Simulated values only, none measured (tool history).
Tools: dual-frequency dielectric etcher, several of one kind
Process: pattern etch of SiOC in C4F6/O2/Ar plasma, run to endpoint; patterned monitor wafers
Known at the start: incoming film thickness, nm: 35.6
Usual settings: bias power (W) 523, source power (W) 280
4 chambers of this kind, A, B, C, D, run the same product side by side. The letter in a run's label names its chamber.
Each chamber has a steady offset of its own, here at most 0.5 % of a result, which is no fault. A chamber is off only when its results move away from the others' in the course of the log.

| run | hour | bias power (W) | source power (W) | hours since the last wet clean | hours since the last bias power generator calibration | hours since the last source power generator calibration | endpoint time (s) |
|---|---|---|---|---|---|---|---|
| 1B | 5.7 | 523 | 280 | 587.5 | 2078.5 | 2051.3 | 13.465 |
| 2A | 11.6 | 523 | 280 | 422.3 | 2085.7 | 1844.4 | 13.545 |
| 3C | 21.1 | 523 | 280 | 82.1 | 845.4 | 1042.8 | 13.436 |
|  | 22 | chamber D: source power generator calibrated |
|  | 22.6 | chamber B: wet clean of the chamber |
| 4D | 30.7 | 523 | 280 | 387 | 3255.4 | 8.7 | 13.575 |
|  | 37 | chamber A: wet clean of the chamber |
| 5B | 40.8 | 523 | 280 | 18.3 | 2113.6 | 2086.4 | 13.451 |
| 6D | 51.3 | 523 | 280 | 407.6 | 3276 | 29.3 | 13.452 |
| 7A | 59 | 523 | 310 | 22 | 2133.1 | 1891.8 | 12.875 |
| 8C | 66.7 | 523 | 310 | 127.7 | 891 | 1088.4 | 12.985 |
| 9A | 74.2 | 523 | 310 | 37.2 | 2148.3 | 1907 | 13.014 |
| 10B | 84.1 | 523 | 310 | 61.6 | 2156.9 | 2129.7 | 12.944 |
| 11C | 89.4 | 523 | 280 | 150.4 | 913.7 | 1111.1 | 13.486 |
| 12D | 94.8 | 523 | 280 | 451.1 | 3319.5 | 72.8 | 13.525 |
| 13D | 100.2 | 418 | 240 | 456.5 | 3324.9 | 78.2 | 15.543 |
| 14A | 109.8 | 418 | 240 | 72.8 | 2183.9 | 1942.6 | 15.517 |
| 15C | 116.7 | 418 | 240 | 177.7 | 941 | 1138.4 | 15.494 |
| 16B | 123.6 | 418 | 240 | 101.1 | 2196.4 | 2169.2 | 15.464 |
| 17A | 131 | 523 | 280 | 94 | 2205.1 | 1963.8 | 13.384 |
| 18D | 138.2 | 523 | 280 | 494.5 | 3362.9 | 116.2 | 13.336 |
| 19B | 147.6 | 523 | 260 | 125.1 | 2220.4 | 2193.2 | 13.884 |
| 20C | 157.2 | 523 | 260 | 218.2 | 981.5 | 1178.9 | 13.8 |
| 21A | 164.4 | 523 | 260 | 127.4 | 2238.5 | 1997.2 | 13.816 |
| 22D | 170.2 | 523 | 260 | 526.5 | 3394.9 | 148.2 | 13.683 |
|  | 178.2 | chamber B: bias power generator calibrated |
| 23B | 180.6 | 523 | 280 | 158.1 | 2.4 | 2226.2 | 13.453 |
| 24C | 188 | 523 | 280 | 249 | 1012.3 | 1209.7 | 13.485 |
| 25A | 196.7 | 523 | 280 | 159.7 | 2270.8 | 2029.5 | 13.407 |
| 26D | 202.8 | 523 | 280 | 559.1 | 3427.5 | 180.8 | 13.222 |
| 27C | 211.5 | 523 | 280 | 272.5 | 1035.8 | 1233.2 | 13.403 |

All 4 chambers run these settings next. Forecast each chamber's results:
| 28A | 219 | 523 | 280 |  |  |  | ? |
| 28B | 219 | 523 | 280 |  |  |  | ? |
| 28C | 219 | 523 | 280 |  |  |  | ? |
| 28D | 219 | 523 | 280 |  |  |  | ? |

| run | endpoint time (s) |
|---|---|
| 28A | 13.414 |
| 28B | 13.406 |
| 28C | 13.377 |
| 28D | 13.162 |

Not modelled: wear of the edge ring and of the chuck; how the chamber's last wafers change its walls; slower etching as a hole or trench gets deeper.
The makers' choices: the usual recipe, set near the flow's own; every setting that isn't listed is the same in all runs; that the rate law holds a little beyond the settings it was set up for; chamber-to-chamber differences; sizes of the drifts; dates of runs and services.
